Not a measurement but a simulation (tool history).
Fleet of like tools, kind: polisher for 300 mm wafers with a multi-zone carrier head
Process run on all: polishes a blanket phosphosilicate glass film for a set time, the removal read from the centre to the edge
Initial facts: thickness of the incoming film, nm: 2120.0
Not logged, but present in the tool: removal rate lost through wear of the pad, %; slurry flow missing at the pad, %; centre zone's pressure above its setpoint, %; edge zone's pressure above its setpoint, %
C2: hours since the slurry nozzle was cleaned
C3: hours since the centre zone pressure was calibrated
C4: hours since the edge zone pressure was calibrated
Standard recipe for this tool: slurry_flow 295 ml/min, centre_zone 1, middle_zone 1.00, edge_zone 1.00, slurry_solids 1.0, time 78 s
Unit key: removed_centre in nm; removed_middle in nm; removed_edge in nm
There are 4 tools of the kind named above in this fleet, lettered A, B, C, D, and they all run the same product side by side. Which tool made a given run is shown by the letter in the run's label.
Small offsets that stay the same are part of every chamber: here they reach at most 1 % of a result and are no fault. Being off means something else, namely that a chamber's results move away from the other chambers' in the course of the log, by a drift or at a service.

run 1C hour=15.9 | slurry_flow=295 centre_zone=1 middle_zone=1.00 edge_zone=1.00 slurry_solids=1.0 time=78 | wafers_polished_on_this_pad=291 C2=586.6 C3=159.7 C4=777.5 | removed_centre=575.50 removed_middle=597.01 removed_edge=589.05
run 2B hour=23.4 | slurry_flow=295 centre_zone=1 middle_zone=1.00 edge_zone=1.00 slurry_solids=1.0 time=78 | wafers_polished_on_this_pad=640 C2=258.6 C3=368.4 C4=204.8 | removed_centre=591.26 removed_middle=591.70 removed_edge=594.14
-- hour=23.6 chamber B: centre zone pressure recalibrated
run 3D hour=39.9 | slurry_flow=295 centre_zone=1 middle_zone=1.00 edge_zone=1.00 slurry_solids=1.0 time=78 | wafers_polished_on_this_pad=942 C2=118.0 C3=157.2 C4=492.8 | removed_centre=582.54 removed_middle=591.20 removed_edge=599.98
-- hour=45.9 chamber C: slurry nozzle cleaned
run 4A hour=52.7 | slurry_flow=295 centre_zone=1 middle_zone=1.00 edge_zone=1.00 slurry_solids=1.0 time=78 | wafers_polished_on_this_pad=356 C2=223.9 C3=1001.6 C4=1073.5 | removed_centre=598.15 removed_middle=589.16 removed_edge=588.21
run 5B hour=67.5 | slurry_flow=295 centre_zone=1 middle_zone=1.00 edge_zone=1.00 slurry_solids=1.0 time=78 | wafers_polished_on_this_pad=889 C2=302.7 C3=44.0 C4=248.9 | removed_centre=593.41 removed_middle=596.74 removed_edge=579.24
run 6D hour=77.3 | slurry_flow=295 centre_zone=1 middle_zone=1.00 edge_zone=1.00 slurry_solids=1.0 time=78 | wafers_polished_on_this_pad=1152 C2=155.4 C3=194.6 C4=530.2 | removed_centre=583.24 removed_middle=580.57 removed_edge=580.71
-- hour=87.1 chamber A: slurry nozzle cleaned
run 7C hour=90.4 | slurry_flow=295 centre_zone=1 middle_zone=1.00 edge_zone=1.00 slurry_solids=1.0 time=78 | wafers_polished_on_this_pad=710 C2=44.6 C3=234.2 C4=852.0 | removed_centre=580.18 removed_middle=594.15 removed_edge=577.67
run 8A hour=106.3 | slurry_flow=295 centre_zone=1 middle_zone=1.00 edge_zone=1.00 slurry_solids=1.1 time=78 | wafers_polished_on_this_pad=658 C2=19.3 C3=1055.2 C4=1127.1 | removed_centre=629.17 removed_middle=613.73 removed_edge=626.83
run 9A hour=120.7 | slurry_flow=295 centre_zone=1 middle_zone=1.00 edge_zone=1.00 slurry_solids=1.1 time=78 | wafers_polished_on_this_pad=739 C2=33.7 C3=1069.6 C4=1141.5 | removed_centre=620.48 removed_middle=611.38 removed_edge=624.66
-- hour=126.2 chamber B: worn pad replaced by a new one
run 10C hour=129.1 | slurry_flow=295 centre_zone=1 middle_zone=1.00 edge_zone=1.00 slurry_solids=1.1 time=78 | wafers_polished_on_this_pad=928 C2=83.3 C3=272.9 C4=890.7 | removed_centre=606.52 removed_middle=613.35 removed_edge=607.33
-- hour=132.7 chamber A: centre zone pressure recalibrated
run 11D hour=139.1 | slurry_flow=295 centre_zone=1 middle_zone=1.00 edge_zone=1.00 slurry_solids=1.1 time=78 | wafers_polished_on_this_pad=1500 C2=217.2 C3=256.4 C4=592.0 | removed_centre=614.01 removed_middle=615.84 removed_edge=618.01
run 12B hour=151.8 | slurry_flow=295 centre_zone=1 middle_zone=1.11 edge_zone=1.00 slurry_solids=1.0 time=78 | wafers_polished_on_this_pad=144 C2=387.0 C3=128.3 C4=333.2 | removed_centre=600.30 removed_middle=644.22 removed_edge=579.98
run 13B hour=166.3 | slurry_flow=295 centre_zone=1 middle_zone=1.11 edge_zone=1.00 slurry_solids=1.0 time=78 | wafers_polished_on_this_pad=226 C2=401.5 C3=142.8 C4=347.7 | removed_centre=604.44 removed_middle=646.43 removed_edge=593.73
-- hour=170.1 chamber D: slurry nozzle cleaned
run 14A hour=173.4 | slurry_flow=295 centre_zone=1 middle_zone=1.11 edge_zone=1.00 slurry_solids=1.0 time=78 | wafers_polished_on_this_pad=1035 C2=86.4 C3=40.7 C4=1194.2 | removed_centre=591.71 removed_middle=648.26 removed_edge=579.18
-- hour=178.0 chamber C: edge zone pressure recalibrated
-- hour=182.5 chamber C: worn pad replaced by a new one
run 15C hour=185.7 | slurry_flow=295 centre_zone=1 middle_zone=1.11 edge_zone=1.00 slurry_solids=1.0 time=78 | wafers_polished_on_this_pad=18 C2=139.9 C3=329.5 C4=7.7 | removed_centre=594.31 removed_middle=650.19 removed_edge=582.16
run 16D hour=199.2 | slurry_flow=295 centre_zone=1 middle_zone=1.00 edge_zone=1.00 slurry_solids=1.0 time=78 | wafers_polished_on_this_pad=1839 C2=29.1 C3=316.5 C4=652.1 | removed_centre=579.38 removed_middle=576.56 removed_edge=576.51
run 17B hour=209.8 | slurry_flow=295 centre_zone=1 middle_zone=1.00 edge_zone=0.96 slurry_solids=1.3 time=78 | wafers_polished_on_this_pad=471 C2=445.0 C3=186.3 C4=391.2 | removed_centre=665.98 removed_middle=670.46 removed_edge=637.43
run 18C hour=217.6 | slurry_flow=295 centre_zone=1 middle_zone=1.00 edge_zone=0.96 slurry_solids=1.3 time=78 | wafers_polished_on_this_pad=197 C2=171.8 C3=361.4 C4=39.6 | removed_centre=661.40 removed_middle=662.58 removed_edge=648.57
-- hour=220.9 chamber C: centre zone pressure recalibrated
run 19D hour=230.5 | slurry_flow=295 centre_zone=1 middle_zone=1.00 edge_zone=0.96 slurry_solids=1.3 time=78 | wafers_polished_on_this_pad=2015 C2=60.4 C3=347.8 C4=683.4 | removed_centre=642.23 removed_middle=641.91 removed_edge=626.88
-- hour=242.5 chamber A: worn pad replaced by a new one
run 20A hour=242.9 | slurry_flow=295 centre_zone=1 middle_zone=1.00 edge_zone=0.96 slurry_solids=1.3 time=78 | wafers_polished_on_this_pad=2 C2=155.9 C3=110.2 C4=1263.7 | removed_centre=670.69 removed_middle=655.02 removed_edge=639.83
run 21B hour=253.0 | slurry_flow=340 centre_zone=1 middle_zone=1.00 edge_zone=1.00 slurry_solids=1.0 time=78 | wafers_polished_on_this_pad=714 C2=488.2 C3=229.5 C4=434.4 | removed_centre=610.56 removed_middle=610.42 removed_edge=607.94
run 22D hour=265.5 | slurry_flow=340 centre_zone=1 middle_zone=1.00 edge_zone=1.00 slurry_solids=1.0 time=78 | wafers_polished_on_this_pad=2212 C2=95.4 C3=382.8 C4=718.4 | removed_centre=574.90 removed_middle=574.22 removed_edge=573.67
run 23A hour=278.1 | slurry_flow=340 centre_zone=1 middle_zone=1.00 edge_zone=1.00 slurry_solids=1.0 time=78 | wafers_polished_on_this_pad=200 C2=191.1 C3=145.4 C4=1298.9 | removed_centre=603.14 removed_middle=595.43 removed_edge=591.75
-- hour=284.6 chamber A: edge zone pressure recalibrated
run 24C hour=292.3 | slurry_flow=340 centre_zone=1 middle_zone=1.00 edge_zone=1.00 slurry_solids=1.0 time=78 | wafers_polished_on_this_pad=618 C2=246.5 C3=71.4 C4=114.3 | removed_centre=598.95 removed_middle=597.82 removed_edge=590.75
run 25A hour=302.1 | slurry_flow=295 centre_zone=1 middle_zone=1.00 edge_zone=1.00 slurry_solids=1.0 time=78 | wafers_polished_on_this_pad=335 C2=215.1 C3=169.4 C4=17.6 | removed_centre=588.60 removed_middle=583.86 removed_edge=590.32
-- hour=306.4 chamber D: centre zone pressure recalibrated
run 26C hour=314.6 | slurry_flow=345 centre_zone=1 middle_zone=0.93 edge_zone=1.00 slurry_solids=1.0 time=78 | wafers_polished_on_this_pad=743 C2=268.8 C3=93.7 C4=136.6 | removed_centre=602.80 removed_middle=565.18 removed_edge=599.94
run 27B hour=326.9 | slurry_flow=345 centre_zone=1 middle_zone=0.93 edge_zone=1.00 slurry_solids=1.0 time=78 | wafers_polished_on_this_pad=1130 C2=562.1 C3=303.4 C4=508.3 | removed_centre=611.19 removed_middle=568.24 removed_edge=597.82
run 28D hour=340.1 | slurry_flow=345 centre_zone=1 middle_zone=0.93 edge_zone=1.00 slurry_solids=1.0 time=78 | wafers_polished_on_this_pad=2632 C2=170.0 C3=33.7 C4=793.0 | removed_centre=565.52 removed_middle=536.10 removed_edge=575.70
run 29C hour=348.9 | slurry_flow=345 centre_zone=1 middle_zone=0.93 edge_zone=1.00 slurry_solids=1.0 time=78 | wafers_polished_on_this_pad=936 C2=303.1 C3=128.0 C4=170.9 | removed_centre=600.82 removed_middle=559.25 removed_edge=603.84
-- hour=361.5 chamber B: worn pad replaced by a new one
run 30D hour=363.7 | slurry_flow=295 centre_zone=1 middle_zone=1.00 edge_zone=1.00 slurry_solids=1.0 time=78 | wafers_polished_on_this_pad=2765 C2=193.6 C3=57.3 C4=816.6 | removed_centre=558.57 removed_middle=568.94 removed_edge=553.52
run 31B hour=379.6 | slurry_flow=295 centre_zone=1 middle_zone=1.00 edge_zone=1.00 slurry_solids=1.0 time=78 | wafers_polished_on_this_pad=102 C2=614.8 C3=356.1 C4=561.0 | removed_centre=602.97 removed_middle=600.68 removed_edge=585.31
run 32A hour=392.6 | slurry_flow=295 centre_zone=1 middle_zone=1.00 edge_zone=1.00 slurry_solids=1.0 time=78 | wafers_polished_on_this_pad=845 C2=305.6 C3=259.9 C4=108.1 | removed_centre=593.38 removed_middle=588.22 removed_edge=587.08

Each of the 4 chambers runs these same settings next. Fill in every chamber's results:
run 33A hour=404.5 | slurry_flow=295 centre_zone=1 middle_zone=1.00 edge_zone=1.00 slurry_solids=1.0 time=78 | removed_centre=? removed_middle=? removed_edge=?
run 33B hour=404.5 | slurry_flow=295 centre_zone=1 middle_zone=1.00 edge_zone=1.00 slurry_solids=1.0 time=78 | removed_centre=? removed_middle=? removed_edge=?
run 33C hour=404.5 | slurry_flow=295 centre_zone=1 middle_zone=1.00 edge_zone=1.00 slurry_solids=1.0 time=78 | removed_centre=? removed_middle=? removed_edge=?
run 33D hour=404.5 | slurry_flow=295 centre_zone=1 middle_zone=1.00 edge_zone=1.00 slurry_solids=1.0 time=78 | removed_centre=? removed_middle=? removed_edge=?

run=33A removed_centre=593.34 removed_middle=594.59 removed_edge=594.75
run=33B removed_centre=597.15 removed_middle=604.58 removed_edge=597.26
run=33C removed_centre=590.10 removed_middle=596.64 removed_edge=595.27
run=33D removed_centre=553.32 removed_middle=549.46 removed_edge=555.57

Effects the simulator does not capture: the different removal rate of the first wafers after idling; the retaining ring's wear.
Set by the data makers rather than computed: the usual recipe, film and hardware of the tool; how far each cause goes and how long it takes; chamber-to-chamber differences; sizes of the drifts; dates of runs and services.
